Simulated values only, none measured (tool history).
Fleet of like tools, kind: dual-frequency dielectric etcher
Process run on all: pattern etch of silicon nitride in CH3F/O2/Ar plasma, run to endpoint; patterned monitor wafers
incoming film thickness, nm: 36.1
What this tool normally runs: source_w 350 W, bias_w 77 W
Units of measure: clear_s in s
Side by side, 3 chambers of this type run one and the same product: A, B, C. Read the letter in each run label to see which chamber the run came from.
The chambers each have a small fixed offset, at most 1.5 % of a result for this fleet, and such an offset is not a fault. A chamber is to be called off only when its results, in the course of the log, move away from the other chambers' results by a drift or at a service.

run   hour  source_w  bias_w  hours since the last wet clean  hours since the last source power generator calibration  hours since the last bias power generator calibration  clear_s
 1A    9.4       350      77                           220.0                                                   1557.0                                                 1024.8   53.470
 2C   15.8       350      77                           432.0                                                    158.5                                                 1885.5   52.965
 3B   23.2       350      77                           347.9                                                   1774.9                                                 1763.0   54.134
 4C   32.0       350      77                           448.2                                                    174.7                                                 1901.7   53.361
 5A   40.6       350      77                           251.2                                                   1588.2                                                 1056.0   53.400
 6B   47.7       350      77                           372.4                                                   1799.4                                                 1787.5   54.188
 7B   60.7       350      77                           385.4                                                   1812.4                                                 1800.5   54.107
 8A   67.1       350      77                           277.7                                                   1614.7                                                 1082.5   53.318
 9C   73.6       350      77                           489.8                                                    216.3                                                 1943.3   53.547
10C   83.4       350      77                           499.6                                                    226.1                                                 1953.1   53.122
11B   97.5       350      77                           422.2                                                   1849.2                                                 1837.3   54.472
12A  110.4       350      77                           321.0                                                   1658.0                                                 1125.8   53.552
     114.2  -- chamber C: wet clean of the chamber
13C  118.5       300      62                             4.4                                                    261.2                                                 1988.2   61.540
14B  128.9       300      62                           453.6                                                   1880.6                                                 1868.7   61.898
     132.3  -- chamber B: wet clean of the chamber
15A  136.9       300      62                           347.5                                                   1684.5                                                 1152.3   60.828
16C  144.0       350      77                            29.9                                                    286.7                                                 2013.7   53.989
17B  151.7       350      77                            19.5                                                   1903.4                                                 1891.5   54.313
18A  164.6       390      71                           375.2                                                   1712.2                                                 1180.0   53.304
19A  174.7       390      71                           385.3                                                   1722.3                                                 1190.1   52.232
20B  182.9       390      71                            50.7                                                   1934.6                                                 1922.7   53.777
21C  192.6       350      77                            78.5                                                    335.3                                                 2062.3   53.720
22C  207.0       350      77                            92.9                                                    349.7                                                 2076.7   53.452
23B  216.6       350      77                            84.4                                                   1968.3                                                 1956.4   54.718
24A  225.9       350      77                           436.5                                                   1773.5                                                 1241.3   53.200
25A  234.8       300      69                           445.4                                                   1782.4                                                 1250.2   58.975
     236.6  -- chamber A: wet clean of the chamber
26B  242.1       300      69                           109.9                                                   1993.8                                                 1981.9   59.313
27C  252.4       300      69                           138.3                                                    395.1                                                 2122.1   58.847
28B  265.9       350      77                           133.7                                                   2017.6                                                 2005.7   54.848
29A  276.0       350      83                            39.5                                                   1823.6                                                 1291.4   51.660
30C  286.2       350      83                           172.1                                                    428.9                                                 2155.9   52.872
31A  300.1       350      83                            63.6                                                   1847.7                                                 1315.5   52.387
32B  310.2       350      77                           178.0                                                   2061.9                                                 2050.0   54.466
33C  323.2       350      77                           209.1                                                    465.9                                                 2192.9   53.545
34A  334.7       350      77                            98.2                                                   1882.3                                                 1350.1   53.027
35C  341.9       350      77                           227.8                                                    484.6                                                 2211.6   53.778
36B  350.6       350      77                           218.4                                                   2102.3                                                 2090.4   54.436
37A  357.1       350      77                           120.6                                                   1904.7                                                 1372.5   53.384

All 3 chambers run these settings next. Forecast each chamber's results:
38A  367.5       350      77                                                                                                                                                        ?
38B  367.5       350      77                                                                                                                                                        ?
38C  367.5       350      77                                                                                                                                                        ?

run  clear_s
38A   53.574
38B   55.107
38C   53.787

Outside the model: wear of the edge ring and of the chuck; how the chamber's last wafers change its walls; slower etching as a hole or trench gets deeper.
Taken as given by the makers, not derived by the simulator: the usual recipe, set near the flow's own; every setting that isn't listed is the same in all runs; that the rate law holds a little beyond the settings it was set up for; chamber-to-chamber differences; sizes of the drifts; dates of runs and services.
